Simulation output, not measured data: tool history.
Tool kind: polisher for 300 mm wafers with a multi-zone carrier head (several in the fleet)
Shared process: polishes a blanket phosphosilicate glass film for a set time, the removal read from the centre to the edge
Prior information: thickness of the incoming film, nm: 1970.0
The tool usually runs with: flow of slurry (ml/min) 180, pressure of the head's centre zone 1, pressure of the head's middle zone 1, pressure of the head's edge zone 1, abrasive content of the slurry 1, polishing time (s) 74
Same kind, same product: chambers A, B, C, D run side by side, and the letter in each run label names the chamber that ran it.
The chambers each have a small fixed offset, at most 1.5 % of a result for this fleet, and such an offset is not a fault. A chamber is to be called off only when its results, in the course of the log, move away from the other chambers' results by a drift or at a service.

run   hour  flow of slurry (ml/min)  pressure of the head's centre zone  pressure of the head's middle zone  pressure of the head's edge zone  abrasive content of the slurry  polishing time (s)  wafers polished on this pad  hours since the slurry nozzle was cleaned  hours since the centre zone pressure was calibrated  hours since the edge zone pressure was calibrated  film removed at the wafer's centre (nm)  film removed at mid-radius (nm)  film removed at the wafer's edge (nm)
 1D    9.3                      180                                   1                                   1                                 1                               1                  74                          215                                      142.5                                               1031.6                                              389.3                                   518.16                            515.9                                 507.43
 2A   16.4                      180                                   1                                   1                                 1                               1                  74                          503                                      196.3                                                526.9                                               75.9                                   509.03                           506.52                                 500.82
 3B   27.3                      180                                   1                                   1                                 1                               1                  74                          336                                      323.8                                                675.6                                              989.8                                   504.47                           513.33                                  515.4
 4C   34.1                      180                                   1                                   1                                 1                               1                  74                         1079                                      598.4                                                254.8                                              543.4                                   499.88                            514.3                                 503.43
 5A   40.4                      180                                   1                                   1                                 1                               1                  74                          723                                      220.3                                                550.9                                               99.9                                    516.9                           515.67                                 515.97
      48.2  -- chamber A: worn pad replaced by a new one
 6D   53.3                      180                                   1                                   1                                 1                               1                  74                          618                                      186.5                                               1075.6                                              433.3                                   512.88                           516.64                                 512.56
      55.3  -- chamber C: worn pad replaced by a new one
      57.4  -- chamber C: centre zone pressure recalibrated
 7B   65.8                      180                                   1                                   1                                 1                               1                  74                          688                                      362.3                                                714.1                                             1028.3                                      509                           514.23                                 521.03
 8C   72.3                      180                                   1                                   1                                 1                               1                  74                          156                                      636.6                                                   15                                              581.6                                   507.98                           524.95                                 504.79
 9C   83.8                      180                                   1                                   1                                 1                               1                  74                          261                                      648.1                                                 26.5                                              593.1                                   510.75                           526.27                                  513.6
10B   92.5                      180                                   1                                   1                                 1                               1                  74                          932                                        389                                                740.8                                               1055                                    507.8                           510.83                                 508.06
     101.9  -- chamber D: worn pad replaced by a new one
11D  102.6                      180                                   1                                   1                                 1                               1                  74                            7                                      235.8                                               1124.9                                              482.6                                   510.56                           508.42                                 515.03
       108  -- chamber B: worn pad replaced by a new one
12A  115.9                      180                                   1                                   1                                 1                               1                  74                          620                                      295.8                                                626.4                                              175.4                                   512.36                            505.7                                 523.96
     125.5  -- chamber A: worn pad replaced by a new one
13B  125.6                      180                                   1                                   1                                 1                               1                  74                          161                                      422.1                                                773.9                                             1088.1                                   507.12                           511.61                                 517.36
14A  135.7                      180                                   1                                   1                                 1                               1                  74                           94                                      315.6                                                646.2                                              195.2                                   517.26                           511.22                                 511.49
     139.3  -- chamber D: edge zone pressure recalibrated
15C  143.8                      180                                1.07                                1.06                                 1                               1                  74                          810                                      708.1                                                 86.5                                              653.1                                   555.89                           549.04                                 503.06
16D  149.8                      180                                1.07                                1.06                                 1                               1                  74                          438                                        283                                               1172.1                                               10.6                                   563.05                           540.02                                 497.06
17C  155.8                      180                                1.07                                1.06                                 1                               1                  74                          920                                      720.1                                                 98.5                                              665.1                                   543.73                           546.35                                 504.18
18B  165.1                      180                                1.07                                1.06                                 1                               1                  74                          522                                      461.6                                                813.4                                             1127.6                                   550.43                           537.72                                 519.15
     166.4  -- chamber C: worn pad replaced by a new one
19A  176.4                      180                                   1                                   1                                 1                               1                  74                          466                                      356.3                                                686.9                                              235.9                                    511.3                           511.22                                  520.1
20D  184.4                      180                                   1                                   1                                 1                               1                  74                          755                                      317.6                                               1206.7                                               45.2                                   524.88                           505.62                                 511.61
     184.8  -- chamber C: slurry nozzle cleaned
     191.8  -- chamber A: worn pad replaced by a new one
     194.7  -- chamber D: slurry nozzle cleaned
21C  196.4                      180                                   1                                   1                                 1                               1                  74                          275                                       11.7                                                139.1                                              705.7                                   508.93                            516.5                                 504.19
22A  208.7                      180                                   1                                   1                                 1                               1                  74                          154                                      388.6                                                719.2                                              268.2                                   516.79                           502.39                                 509.65
     216.2  -- chamber B: worn pad replaced by a new one
23B  219.6                      180                                   1                                   1                                 1                             1.3                  98                           31                                      516.1                                                867.9                                             1182.1                                   749.11                           758.25                                 770.78
24D  230.4                      180                                   1                                   1                                 1                             1.3                  98                         1176                                       35.7                                               1252.7                                               91.2                                   760.28                           751.94                                 745.34
     239.3  -- chamber A: slurry nozzle cleaned
25C  243.1                      180                                   1                                   1                                 1                             1.3                  98                          702                                       58.4                                                185.8                                              752.4                                   750.42                           767.21                                 749.36
       248  -- chamber D: worn pad replaced by a new one
26B  253.7                      180                                   1                                   1                                 1                             1.3                  98                          343                                      550.2                                                  902                                             1216.2                                   753.27                           757.92                                 764.21
27D  267.2                      180                                   1                                   1                                 1                               1                  74                          176                                       72.5                                               1289.5                                                128                                    521.8                           509.16                                 509.68
     269.6  -- chamber A: worn pad replaced by a new one
28A  277.2                      180                                   1                                   1                                 1                               1                  74                           69                                       37.9                                                787.7                                              336.7                                   511.76                           510.22                                 510.29
     286.8  -- chamber C: edge zone pressure recalibrated
     287.7  -- chamber B: centre zone pressure recalibrated
29A  287.8                      180                                   1                                   1                                 1                               1                  74                          166                                       48.5                                                798.3                                              347.3                                   513.86                           509.54                                 511.42
     295.7  -- chamber C: worn pad replaced by a new one
30B  299.7                      180                                   1                                   1                                 1                               1                  74                          764                                      596.2                                                   12                                             1262.2                                   510.09                           519.95                                 520.59
31D  306.4                      180                                   1                                   1                                 1                               1                  74                          534                                      111.7                                               1328.7                                              167.2                                   511.68                           508.71                                 512.24
32C    313                      180                                   1                                   1                                 1                             1.1                  74                          158                                      128.3                                                255.7                                               26.3                                   529.87                           535.36                                 523.85
33C  324.1                      180                                   1                                   1                                 1                             1.1                  74                          260                                      139.4                                                266.8                                               37.4                                   532.14                           542.98                                  538.8
34D  333.4                      180                                   1                                   1                                 1                             1.1                  74                          781                                      138.7                                               1355.7                                              194.2                                   533.28                           533.58                                 534.89
     336.5  -- chamber B: worn pad replaced by a new one
     336.5  -- chamber B: slurry nozzle cleaned
35A  339.5                      180                                   1                                   1                                 1                             1.1                  74                          639                                      100.2                                                  850                                                399                                   535.55                           532.41                                 542.78
36B  346.9                      180                                   1                                   1                                 1                               1                  74                           95                                       10.5                                                 59.2                                             1309.4                                   511.09                           524.19                                 518.38
     355.4  -- chamber A: worn pad replaced by a new one
37C  358.4                      180                                   1                                   1                                 1                               1                  74                          574                                      173.7                                                301.1                                               71.7                                   508.81                           521.58                                 512.29
38A  371.4                      180                                   1                                   1                                 1                               1                  74                          147                                      132.1                                                881.9                                              430.9                                   517.92                           505.46                                 519.42

Which is it: a chamber that has drifted or been left off by a service, a gauge drift common to all chambers, or only each chamber's usual small offset? If a chamber is off, name it and its likeliest cause.

No chamber stands off beyond its own small offset, and the gauge holds steady.

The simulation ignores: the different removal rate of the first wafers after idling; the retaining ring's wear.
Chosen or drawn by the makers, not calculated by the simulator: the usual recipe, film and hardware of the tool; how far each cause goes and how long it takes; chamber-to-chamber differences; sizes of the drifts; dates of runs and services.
